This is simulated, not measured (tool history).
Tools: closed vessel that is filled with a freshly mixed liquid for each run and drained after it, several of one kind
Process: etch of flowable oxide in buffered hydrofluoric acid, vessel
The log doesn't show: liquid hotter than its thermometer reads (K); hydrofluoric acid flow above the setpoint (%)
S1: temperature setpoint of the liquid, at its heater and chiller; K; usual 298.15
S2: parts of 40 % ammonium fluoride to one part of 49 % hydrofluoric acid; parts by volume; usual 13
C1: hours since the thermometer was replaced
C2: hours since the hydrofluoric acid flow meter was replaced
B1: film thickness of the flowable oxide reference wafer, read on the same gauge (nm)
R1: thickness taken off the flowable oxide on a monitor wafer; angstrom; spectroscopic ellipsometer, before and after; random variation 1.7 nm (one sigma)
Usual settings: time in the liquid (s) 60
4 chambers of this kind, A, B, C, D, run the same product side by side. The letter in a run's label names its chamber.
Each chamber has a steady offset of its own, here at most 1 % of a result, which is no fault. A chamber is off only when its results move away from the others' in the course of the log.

run 1A hour=10 | S1=298.15 S2=13 time_in_the_liquid_(s)=60 | C1=1493.7 C2=751.2 | B1=140.01 | R1=1819.7
run 2C hour=19.9 | S1=298.15 S2=13 time_in_the_liquid_(s)=60 | C1=558.4 C2=1179.1 | B1=139.98 | R1=1821.9
run 3D hour=32.1 | S1=298.15 S2=13 time_in_the_liquid_(s)=60 | C1=273.5 C2=588.1 | B1=139.98 | R1=1796.5
run 4B hour=43.2 | S1=298.15 S2=13 time_in_the_liquid_(s)=60 | C1=1299.3 C2=1121.7 | B1=140.01 | R1=1831.9
run 5D hour=51.7 | S1=293.65 S2=13 time_in_the_liquid_(s)=60 | C1=293.1 C2=607.7 | B1=140.03 | R1=1437.9
run 6A hour=58.9 | S1=293.65 S2=13 time_in_the_liquid_(s)=60 | C1=1542.6 C2=800.1 | B1=139.99 | R1=1414
run 7B hour=68.7 | S1=293.65 S2=13 time_in_the_liquid_(s)=60 | C1=1324.8 C2=1147.2 | B1=140 | R1=1416.6
run 8C hour=80.2 | S1=293.65 S2=13 time_in_the_liquid_(s)=60 | C1=618.7 C2=1239.4 | B1=140.02 | R1=1460.5
-- hour=81.2 chamber C: thermometer replaced
run 9B hour=92.4 | S1=298.15 S2=13 time_in_the_liquid_(s)=60 | C1=1348.5 C2=1170.9 | B1=139.99 | R1=1801.9
run 10D hour=97.8 | S1=298.15 S2=13 time_in_the_liquid_(s)=60 | C1=339.2 C2=653.8 | B1=140.03 | R1=1826.7
run 11A hour=107.7 | S1=298.15 S2=13 time_in_the_liquid_(s)=60 | C1=1591.4 C2=848.9 | B1=140.03 | R1=1811.3
run 12C hour=116.7 | S1=295.15 S2=13 time_in_the_liquid_(s)=70 | C1=35.5 C2=1275.9 | B1=140.01 | R1=1809.1
run 13C hour=127.7 | S1=295.15 S2=13 time_in_the_liquid_(s)=70 | C1=46.5 C2=1286.9 | B1=139.97 | R1=1807.4
run 14D hour=134 | S1=295.15 S2=13 time_in_the_liquid_(s)=70 | C1=375.4 C2=690 | B1=140.03 | R1=1797.5
run 15A hour=142 | S1=295.15 S2=13 time_in_the_liquid_(s)=70 | C1=1625.7 C2=883.2 | B1=139.99 | R1=1843.6
run 16B hour=148 | S1=298.15 S2=13 time_in_the_liquid_(s)=60 | C1=1404.1 C2=1226.5 | B1=139.99 | R1=1810.5
run 17D hour=156.8 | S1=298.15 S2=13 time_in_the_liquid_(s)=60 | C1=398.2 C2=712.8 | B1=139.95 | R1=1829.8
run 18A hour=166.5 | S1=298.15 S2=13 time_in_the_liquid_(s)=60 | C1=1650.2 C2=907.7 | B1=140 | R1=1856.4
run 19B hour=173.5 | S1=298.15 S2=13 time_in_the_liquid_(s)=60 | C1=1429.6 C2=1252 | B1=139.97 | R1=1839.3
run 20C hour=181.1 | S1=298.15 S2=13 time_in_the_liquid_(s)=60 | C1=99.9 C2=1340.3 | B1=139.99 | R1=1830.7
run 21D hour=187.2 | S1=298.15 S2=13 time_in_the_liquid_(s)=60 | C1=428.6 C2=743.2 | B1=140.03 | R1=1889
run 22A hour=199.3 | S1=298.15 S2=13 time_in_the_liquid_(s)=60 | C1=1683 C2=940.5 | B1=140 | R1=1818.7
run 23C hour=208.4 | S1=298.15 S2=13 time_in_the_liquid_(s)=60 | C1=127.2 C2=1367.6 | B1=139.98 | R1=1819.6
run 24B hour=217.3 | S1=298.15 S2=13 time_in_the_liquid_(s)=60 | C1=1473.4 C2=1295.8 | B1=140.03 | R1=1829.9
run 25C hour=227.6 | S1=298.15 S2=13 time_in_the_liquid_(s)=60 | C1=146.4 C2=1386.8 | B1=140.04 | R1=1825.6
run 26B hour=237.4 | S1=298.15 S2=13 time_in_the_liquid_(s)=60 | C1=1493.5 C2=1315.9 | B1=140 | R1=1861.9
run 27D hour=248.4 | S1=300.65 S2=13 time_in_the_liquid_(s)=30 | C1=489.8 C2=804.4 | B1=139.99 | R1=1124.1
-- hour=255.7 chamber C: hydrofluoric acid flow meter replaced
run 28A hour=257.6 | S1=300.65 S2=13 time_in_the_liquid_(s)=30 | C1=1741.3 C2=998.8 | B1=139.99 | R1=1030.9
run 29B hour=264.7 | S1=300.65 S2=13 time_in_the_liquid_(s)=30 | C1=1520.8 C2=1343.2 | B1=139.99 | R1=1054
run 30D hour=275.7 | S1=300.65 S2=13 time_in_the_liquid_(s)=30 | C1=517.1 C2=831.7 | B1=140 | R1=1115.1
run 31C hour=284.6 | S1=298.15 S2=13 time_in_the_liquid_(s)=60 | C1=203.4 C2=28.9 | B1=140.01 | R1=1849.4
run 32A hour=293.1 | S1=298.15 S2=13 time_in_the_liquid_(s)=60 | C1=1776.8 C2=1034.3 | B1=139.97 | R1=1865.2
run 33A hour=299.2 | S1=298.15 S2=13 time_in_the_liquid_(s)=60 | C1=1782.9 C2=1040.4 | B1=139.98 | R1=1850.1
run 34C hour=309.5 | S1=300.15 S2=13 time_in_the_liquid_(s)=50 | C1=228.3 C2=53.8 | B1=139.97 | R1=1721.7
run 35D hour=320.2 | S1=300.15 S2=13 time_in_the_liquid_(s)=50 | C1=561.6 C2=876.2 | B1=140.01 | R1=1855.4
run 36B hour=331.4 | S1=300.15 S2=13 time_in_the_liquid_(s)=50 | C1=1587.5 C2=1409.9 | B1=139.97 | R1=1716.4

All 4 chambers run these settings next. Forecast each chamber's results:
run 37A hour=340.3 | S1=300.65 S2=13 time_in_the_liquid_(s)=60 | R1=?
run 37B hour=340.3 | S1=300.65 S2=13 time_in_the_liquid_(s)=60 | R1=?
run 37C hour=340.3 | S1=300.65 S2=13 time_in_the_liquid_(s)=60 | R1=?
run 37D hour=340.3 | S1=300.65 S2=13 time_in_the_liquid_(s)=60 | R1=?

run=37A R1=2109.7
run=37B R1=2096
run=37C R1=2103.6
run=37D R1=2321.3
